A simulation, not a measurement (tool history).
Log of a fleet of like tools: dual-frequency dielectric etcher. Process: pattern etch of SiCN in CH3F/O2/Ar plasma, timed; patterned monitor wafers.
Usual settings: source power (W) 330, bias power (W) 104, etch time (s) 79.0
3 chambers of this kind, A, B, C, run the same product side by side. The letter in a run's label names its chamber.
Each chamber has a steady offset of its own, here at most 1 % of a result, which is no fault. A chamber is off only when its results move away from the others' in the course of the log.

run	day	source power (W)	bias power (W)	etch time (s)	read-back reference wafer on the same gauge, depth_nm	mean etch depth across the wafer (nm)
1B	0.158	330	104	79.0	32.196	31.745
2A	0.288	330	104	79.0	32.212	31.748
3C	0.408	330	104	79.0	32.215	31.393
4C	0.533	330	104	79.0	32.180	31.647
5B	0.708	330	104	79.0	32.235	31.587
6A	0.788	330	104	79.0	32.231	31.644
7A	0.958	330	104	79.0	32.177	31.576
8C	1.088	330	104	79.0	32.235	31.270
9B	1.267	330	104	79.0	32.215	31.706
10C	1.412	330	104	79.0	32.218	31.359
11A	1.525	330	104	79.0	32.199	32.013
12B	1.675	330	104	79.0	32.233	31.560
13A	1.825	330	104	79.0	32.176	31.969
14C	1.917	330	85	79.0	32.190	29.260
15B	2.075	330	85	79.0	32.208	29.488
16A	2.225	330	85	79.0	32.209	29.786
17B	2.358	330	104	79.0	32.197	31.630
18C	2.533	330	104	95.5	32.194	38.049
19C	2.654	330	104	95.5	32.180	38.184
20B	2.746	330	104	95.5	32.208	38.143
21A	2.871	330	104	79.0	32.202	32.358
22C	2.996	330	104	79.0	32.187	31.397
23A	3.171	330	104	79.0	32.164	32.666
24B	3.300	330	104	79.0	32.214	31.791
25A	3.408	330	104	79.0	32.215	32.819
26B	3.554	330	104	79.0	32.213	31.694

Next, every chamber runs the same settings. What will each give?
27A	3.688	330	104	79.0		?
27B	3.688	330	104	79.0		?
27C	3.688	330	104	79.0		?

run	mean etch depth across the wafer (nm)
27A	33.026
27B	31.586
27C	31.174
